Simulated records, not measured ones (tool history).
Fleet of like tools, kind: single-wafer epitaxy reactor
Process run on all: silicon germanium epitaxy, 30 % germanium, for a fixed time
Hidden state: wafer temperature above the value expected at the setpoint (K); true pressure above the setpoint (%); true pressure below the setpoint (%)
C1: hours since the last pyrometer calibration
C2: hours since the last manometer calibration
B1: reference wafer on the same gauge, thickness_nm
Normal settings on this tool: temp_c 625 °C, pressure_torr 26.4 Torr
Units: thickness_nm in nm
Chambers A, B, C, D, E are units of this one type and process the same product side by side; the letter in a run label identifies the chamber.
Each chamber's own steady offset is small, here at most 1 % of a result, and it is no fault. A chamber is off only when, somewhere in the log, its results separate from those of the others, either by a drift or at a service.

run 1D hour=7.1 | temp_c=625 pressure_torr=26.4 | C1=827.5 C2=1959.2 | B1=108.01 | thickness_nm=103.14
run 2A hour=21 | temp_c=625 pressure_torr=26.4 | C1=613.1 C2=1151.9 | B1=108.08 | thickness_nm=103.32
run 3C hour=33 | temp_c=625 pressure_torr=26.4 | C1=1698 C2=2052.5 | B1=108.03 | thickness_nm=103.07
run 4E hour=42.9 | temp_c=625 pressure_torr=26.4 | C1=2469.5 C2=740.5 | B1=108.08 | thickness_nm=103.37
run 5B hour=54.8 | temp_c=625 pressure_torr=26.4 | C1=1781.3 C2=102.8 | B1=108.13 | thickness_nm=102.63
run 6D hour=68.9 | temp_c=625 pressure_torr=26.4 | C1=889.3 C2=2021 | B1=108.15 | thickness_nm=103.32
run 7B hour=80.9 | temp_c=625 pressure_torr=26.4 | C1=1807.4 C2=128.9 | B1=108.19 | thickness_nm=102.2
run 8E hour=90.9 | temp_c=618 pressure_torr=30.7 | C1=2517.5 C2=788.5 | B1=108.2 | thickness_nm=96.893
run 9C hour=100.8 | temp_c=618 pressure_torr=30.7 | C1=1765.8 C2=2120.3 | B1=108.23 | thickness_nm=96.845
run 10A hour=107.5 | temp_c=618 pressure_torr=30.7 | C1=699.6 C2=1238.4 | B1=108.27 | thickness_nm=97.667
run 11E hour=122 | temp_c=618 pressure_torr=30.7 | C1=2548.6 C2=819.6 | B1=108.29 | thickness_nm=96.746
run 12D hour=136.6 | temp_c=618 pressure_torr=30.7 | C1=957 C2=2088.7 | B1=108.29 | thickness_nm=97.103
run 13C hour=148.7 | temp_c=625 pressure_torr=26.4 | C1=1813.7 C2=2168.2 | B1=108.36 | thickness_nm=102.88
-- hour=150.8 chamber C: pyrometer calibrated
run 14B hour=155 | temp_c=636 pressure_torr=26.4 | C1=1881.5 C2=203 | B1=108.34 | thickness_nm=123.67
run 15A hour=163.2 | temp_c=636 pressure_torr=26.4 | C1=755.3 C2=1294.1 | B1=108.34 | thickness_nm=125.04
run 16B hour=172.6 | temp_c=636 pressure_torr=26.4 | C1=1899.1 C2=220.6 | B1=108.38 | thickness_nm=123.81
run 17E hour=181.9 | temp_c=636 pressure_torr=26.4 | C1=2608.5 C2=879.5 | B1=108.44 | thickness_nm=124.88
run 18C hour=194.6 | temp_c=636 pressure_torr=26.4 | C1=43.9 C2=2214.1 | B1=108.42 | thickness_nm=125.26
run 19A hour=203.6 | temp_c=633 pressure_torr=26.4 | C1=795.7 C2=1334.5 | B1=108.45 | thickness_nm=118.71
run 20D hour=210.9 | temp_c=633 pressure_torr=26.4 | C1=1031.3 C2=2163 | B1=108.5 | thickness_nm=118.56
run 21A hour=224.1 | temp_c=633 pressure_torr=26.4 | C1=816.2 C2=1355 | B1=108.53 | thickness_nm=118.86
run 22E hour=232.4 | temp_c=633 pressure_torr=26.4 | C1=2659 C2=930 | B1=108.5 | thickness_nm=119.14
run 23C hour=242.6 | temp_c=633 pressure_torr=26.4 | C1=91.9 C2=2262.1 | B1=108.57 | thickness_nm=118.54
run 24B hour=254.7 | temp_c=625 pressure_torr=26.4 | C1=1981.2 C2=302.7 | B1=108.59 | thickness_nm=102.61
run 25D hour=264.7 | temp_c=625 pressure_torr=26.4 | C1=1085.1 C2=2216.8 | B1=108.59 | thickness_nm=103.6
run 26D hour=275.9 | temp_c=625 pressure_torr=26.4 | C1=1096.3 C2=2228 | B1=108.64 | thickness_nm=103.89
run 27B hour=283.6 | temp_c=625 pressure_torr=26.4 | C1=2010.1 C2=331.6 | B1=108.62 | thickness_nm=103.02
run 28C hour=290.1 | temp_c=625 pressure_torr=26.4 | C1=139.4 C2=2309.6 | B1=108.69 | thickness_nm=103.98
run 29E hour=300.5 | temp_c=625 pressure_torr=26.4 | C1=2727.1 C2=998.1 | B1=108.73 | thickness_nm=103.63
run 30A hour=308.6 | temp_c=625 pressure_torr=26.4 | C1=900.7 C2=1439.5 | B1=108.73 | thickness_nm=103.86
run 31B hour=318.9 | temp_c=625 pressure_torr=26.4 | C1=2045.4 C2=366.9 | B1=108.74 | thickness_nm=103.07

Which is it: a chamber that has drifted or been left off by a service, a gauge drift common to all chambers, or only each chamber's usual small offset? If a chamber is off, name it and its likeliest cause.

It is the gauge, not a chamber: its drift shows up in every chamber's results at once, and no chamber is off.
Most likely cause: gauge reads high (%) = 0.701.

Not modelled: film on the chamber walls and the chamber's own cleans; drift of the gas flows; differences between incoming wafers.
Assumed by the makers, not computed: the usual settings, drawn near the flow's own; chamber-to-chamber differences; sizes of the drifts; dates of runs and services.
